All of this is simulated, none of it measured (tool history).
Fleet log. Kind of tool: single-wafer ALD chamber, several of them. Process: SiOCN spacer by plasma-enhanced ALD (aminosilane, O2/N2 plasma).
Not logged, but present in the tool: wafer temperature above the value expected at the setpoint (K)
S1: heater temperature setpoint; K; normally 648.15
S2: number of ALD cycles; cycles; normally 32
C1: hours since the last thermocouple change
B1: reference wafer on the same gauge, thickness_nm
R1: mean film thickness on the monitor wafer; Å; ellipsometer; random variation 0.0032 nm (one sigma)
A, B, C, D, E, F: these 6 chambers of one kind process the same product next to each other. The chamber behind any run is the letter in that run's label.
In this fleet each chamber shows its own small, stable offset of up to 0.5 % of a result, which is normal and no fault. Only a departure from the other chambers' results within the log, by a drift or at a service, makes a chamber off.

run,hour,S1,S2,C1,B1,R1
1C,7.7,648.15,32,535.6,2.3002,19.307
2B,16.3,648.15,32,813.7,2.2984,19.281
3F,24.3,648.15,32,562.4,2.298,19.277
4E,36.5,648.15,32,2254.4,2.2982,19.41
5D,45.1,648.15,32,1019.2,2.2998,19.315
6A,54.4,648.15,32,1568.2,2.2976,19.372
7F,63.7,654.15,38,601.8,2.2977,22.873
8E,73.8,654.15,38,2291.7,2.2972,22.994
# hour 79: chamber E: thermocouple changed; heater temperature recalibrated
9A,85.5,654.15,38,1599.3,2.2965,22.984
10D,94.2,654.15,38,1068.3,2.2965,22.921
11C,105.2,654.15,38,633.1,2.2949,22.901
12B,116.4,654.15,38,913.8,2.2954,22.873
13E,127.5,648.15,32,48.6,2.295,19.36
14B,136.2,648.15,32,933.6,2.2941,19.21
15C,145.8,648.15,32,673.7,2.2947,19.268
16A,154.8,648.15,32,1668.6,2.2937,19.33
17D,161.8,648.15,32,1135.9,2.2926,19.29
18F,170.9,635.15,29,709,2.2928,17.425
19E,183.3,635.15,29,104.4,2.2929,17.531
20B,193.2,635.15,29,990.6,2.2925,17.369
21F,204.5,635.15,29,742.6,2.2903,17.462
22D,212.8,635.15,29,1186.9,2.292,17.427
23A,224.3,635.15,29,1738.1,2.2899,17.44
24C,232.2,648.15,32,760.1,2.2905,19.229
25A,241.5,648.15,32,1755.3,2.2889,19.354
26E,253.4,648.15,32,174.5,2.289,19.305
27B,261,648.15,34,1058.4,2.2889,20.393
28F,268.3,648.15,34,806.4,2.288,20.399
29D,274,648.15,34,1248.1,2.2893,20.467
30C,286.3,648.15,34,814.2,2.2878,20.354
31F,298,648.15,34,836.1,2.2865,20.39
32A,306,648.15,34,1819.8,2.2881,20.488
33E,316.8,648.15,32,237.9,2.2873,19.294
34C,324.8,648.15,32,852.7,2.2867,19.197
35D,331.2,648.15,32,1305.3,2.2864,19.196
36B,339.2,637.15,26,1136.6,2.2859,15.547
37B,348.7,637.15,26,1146.1,2.2844,15.582
# hour 358.6: chamber C: thermocouple changed; heater temperature recalibrated
38C,359.2,637.15,26,0.6,2.2848,15.627

Next, all 6 chambers run the settings below, one line each with question marks for the results. What does each chamber give?
39A,368.1,648.15,32,,,?
39B,368.1,648.15,32,,,?
39C,368.1,648.15,32,,,?
39D,368.1,648.15,32,,,?
39E,368.1,648.15,32,,,?
39F,368.1,648.15,32,,,?

run,R1
39A,19.273
39B,19.176
39C,19.157
39D,19.192
39E,19.29
39F,19.242
